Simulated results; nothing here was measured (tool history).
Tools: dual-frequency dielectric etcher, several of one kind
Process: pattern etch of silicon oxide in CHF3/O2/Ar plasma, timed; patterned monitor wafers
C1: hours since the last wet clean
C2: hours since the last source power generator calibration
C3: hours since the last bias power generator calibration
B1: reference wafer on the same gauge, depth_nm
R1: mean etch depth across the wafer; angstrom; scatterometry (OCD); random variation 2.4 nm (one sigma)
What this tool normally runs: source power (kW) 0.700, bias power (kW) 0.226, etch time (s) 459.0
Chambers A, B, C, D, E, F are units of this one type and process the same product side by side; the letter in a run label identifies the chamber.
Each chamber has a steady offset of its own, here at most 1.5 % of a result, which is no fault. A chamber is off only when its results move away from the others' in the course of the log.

Run 1B, hour 11.2: usual settings; C1 561.7; C2 2205.0; C3 4070.9; B1 849.79. Result: R1 10490.0 angstrom.
Run 2E, hour 22.7: usual settings; C1 366.2; C2 2478.5; C3 100.8; B1 849.61. Result: R1 10459.0 angstrom.
Run 3F, hour 32.1: usual settings; C1 268.0; C2 3675.3; C3 986.2; B1 850.05. Result: R1 10395.0 angstrom.
Run 4A, hour 39.6: usual settings; C1 116.2; C2 4141.8; C3 1420.4; B1 850.35. Result: R1 10464.0 angstrom.
Run 5D, hour 46.9: usual settings; C1 265.2; C2 1951.2; C3 2335.0; B1 850.08. Result: R1 10308.0 angstrom.
Run 6C, hour 59.8: usual settings; C1 382.5; C2 530.9; C3 920.3; B1 850.22. Result: R1 10537.0 angstrom.
Run 7F, hour 71.8: usual settings; C1 307.7; C2 3715.0; C3 1025.9; B1 850.08. Result: R1 10408.0 angstrom.
At hour 73.8: chamber B: wet clean of the chamber.
Run 8C, hour 83.9: usual settings; C1 406.6; C2 555.0; C3 944.4; B1 849.65. Result: R1 10571.0 angstrom.
At hour 88.5: chamber F: wet clean of the chamber.
At hour 97.7: chamber A: source power generator calibrated.
Run 9D, hour 97.9: usual settings; C1 316.2; C2 2002.2; C3 2386.0; B1 850.06. Result: R1 10383.0 angstrom.
At hour 105.5: chamber E: source power generator calibrated.
Run 10B, hour 105.6: usual settings; C1 31.9; C2 2299.4; C3 4165.3; B1 850.04. Result: R1 10502.0 angstrom.
Run 11A, hour 115.0: usual settings; C1 191.6; C2 17.3; C3 1495.8; B1 850.39. Result: R1 10378.0 angstrom.
Run 12E, hour 125.4: usual settings; C1 468.9; C2 19.9; C3 203.5; B1 850.27. Result: R1 10422.0 angstrom.
Run 13D, hour 136.7: usual settings but source power (kW) 0.860, bias power (kW) 0.175; C1 355.0; C2 2041.0; C3 2424.8; B1 849.61. Result: R1 10294.0 angstrom.
Run 14A, hour 148.0: usual settings but source power (kW) 0.860, bias power (kW) 0.175; C1 224.6; C2 50.3; C3 1528.8; B1 849.91. Result: R1 10379.0 angstrom.
Run 15B, hour 156.0: usual settings but source power (kW) 0.860, bias power (kW) 0.175; C1 82.3; C2 2349.8; C3 4215.7; B1 850.00. Result: R1 10383.0 angstrom.
Run 16F, hour 170.6: usual settings but source power (kW) 0.860, bias power (kW) 0.175; C1 82.2; C2 3813.8; C3 1124.7; B1 850.18. Result: R1 10390.0 angstrom.
At hour 171.6: chamber C: wet clean of the chamber.
Run 17C, hour 181.9: usual settings but source power (kW) 0.860, bias power (kW) 0.175; C1 10.4; C2 653.0; C3 1042.4; B1 850.06. Result: R1 10708.0 angstrom.
Run 18E, hour 193.1: usual settings but source power (kW) 0.860, bias power (kW) 0.175; C1 536.6; C2 87.6; C3 271.2; B1 849.93. Result: R1 10332.0 angstrom.
Run 19C, hour 204.7: usual settings; C1 33.2; C2 675.8; C3 1065.2; B1 849.76. Result: R1 10722.0 angstrom.
Run 20A, hour 212.6: usual settings but source power (kW) 0.770, etch time (s) 351.5; C1 289.2; C2 114.9; C3 1593.4; B1 849.91. Result: R1 8293.4 angstrom.
Run 21D, hour 221.8: usual settings but source power (kW) 0.770, etch time (s) 351.5; C1 440.1; C2 2126.1; C3 2509.9; B1 850.14. Result: R1 8236.1 angstrom.
Run 22F, hour 236.2: usual settings but source power (kW) 0.770, etch time (s) 351.5; C1 147.8; C2 3879.4; C3 1190.3; B1 849.99. Result: R1 8247.1 angstrom.
At hour 248.7: chamber D: wet clean of the chamber.
Run 23E, hour 249.0: usual settings but source power (kW) 0.770, etch time (s) 351.5; C1 592.5; C2 143.5; C3 327.1; B1 849.75. Result: R1 8304.0 angstrom.
At hour 252.0: chamber E: wet clean of the chamber.
Run 24B, hour 260.2: usual settings but source power (kW) 0.770, etch time (s) 351.5; C1 186.5; C2 2454.0; C3 4319.9; B1 850.18. Result: R1 8335.7 angstrom.
Run 25F, hour 271.8: usual settings but source power (kW) 0.770, etch time (s) 351.5; C1 183.4; C2 3915.0; C3 1225.9; B1 849.99. Result: R1 8290.9 angstrom.
Run 26D, hour 284.1: usual settings; C1 35.4; C2 2188.4; C3 2572.2; B1 849.91. Result: R1 10331.0 angstrom.
Run 27E, hour 294.3: usual settings; C1 42.3; C2 188.8; C3 372.4; B1 850.45. Result: R1 10415.0 angstrom.
At hour 296.9: chamber D: bias power generator calibrated.
Run 28B, hour 308.4: usual settings; C1 234.7; C2 2502.2; C3 4368.1; B1 850.12. Result: R1 10536.0 angstrom.
Run 29C, hour 319.6: usual settings; C1 148.1; C2 790.7; C3 1180.1; B1 849.77. Result: R1 10774.0 angstrom.
Run 30A, hour 327.2: usual settings but source power (kW) 0.870, etch time (s) 406.0; C1 403.8; C2 229.5; C3 1708.0; B1 849.87. Result: R1 10031.0 angstrom.
Run 31F, hour 339.6: usual settings but source power (kW) 0.870, etch time (s) 406.0; C1 251.2; C2 3982.8; C3 1293.7; B1 850.16. Result: R1 9985.9 angstrom.
At hour 343.7: chamber A: wet clean of the chamber.
Run 32E, hour 351.8: usual settings but source power (kW) 0.870, etch time (s) 406.0; C1 99.8; C2 246.3; C3 429.9; B1 850.18. Result: R1 9992.4 angstrom.
Run 33B, hour 359.5: usual settings but source power (kW) 0.870, etch time (s) 406.0; C1 285.8; C2 2553.3; C3 4419.2; B1 849.95. Result: R1 10050.0 angstrom.
Run 34D, hour 373.6: usual settings but source power (kW) 0.870, etch time (s) 406.0; C1 124.9; C2 2277.9; C3 76.7; B1 850.03. Result: R1 9934.7 angstrom.
Run 35C, hour 382.4: usual settings but source power (kW) 0.870, etch time (s) 406.0; C1 210.9; C2 853.5; C3 1242.9; B1 850.10. Result: R1 10343.0 angstrom.
Run 36A, hour 394.8: usual settings; C1 51.2; C2 297.1; C3 1775.6; B1 850.03. Result: R1 10405.0 angstrom.
Run 37E, hour 405.3: usual settings; C1 153.3; C2 299.8; C3 483.4; B1 849.59. Result: R1 10459.0 angstrom.
Run 38A, hour 418.2: usual settings; C1 74.6; C2 320.5; C3 1799.0; B1 850.45. Result: R1 10466.0 angstrom.
Run 39C, hour 429.0: usual settings; C1 257.5; C2 900.1; C3 1289.5; B1 849.52. Result: R1 10721.0 angstrom.
Run 40F, hour 442.0: usual settings; C1 353.6; C2 4085.2; C3 1396.1; B1 849.81. Result: R1 10433.0 angstrom.
Run 41D, hour 452.5: usual settings; C1 203.8; C2 2356.8; C3 155.6; B1 850.06. Result: R1 10388.0 angstrom.

Decide between three cases: one chamber stands off from its peers, the gauge reading all wafers drifts, or nothing is wrong past each chamber's small offset. Where a chamber is off, say which and what most likely put it there.

Chamber C has stood off from the others ever since a service on it.
What lies behind it: etch rate over this chamber's usual, % = 2.03.

Chamber C could run next with any of the 4 candidate recipes listed below; each alters the usual settings, and their results appear as question marks. Which one brings its results back in line with what the other chambers deliver on the usual settings?
Maximum distance from the other chambers' mean on the usual settings for a result to count as in line: R1 85.0 angstrom
Run 42C-1, hour 463.1: usual settings but source power (kW) 0.730, bias power (kW) 0.235. Result: R1 ?.
Run 42C-2, hour 463.1: usual settings but source power (kW) 0.690, bias power (kW) 0.225, etch time (s) 447.0. Result: R1 ?.
Run 42C-3, hour 463.1: usual settings but bias power (kW) 0.227, etch time (s) 465.5. Result: R1 ?.
Run 42C-4, hour 463.1: usual settings but etch time (s) 452.0. Result: R1 ?.

The other chambers' mean on the usual settings: R1 10427.0 angstrom
  run       R1
42C-1  11080.0
42C-2  10401.0
42C-3  10925.0
42C-4  10592.0
With 42C-2, the chamber falls back in line with the rest.
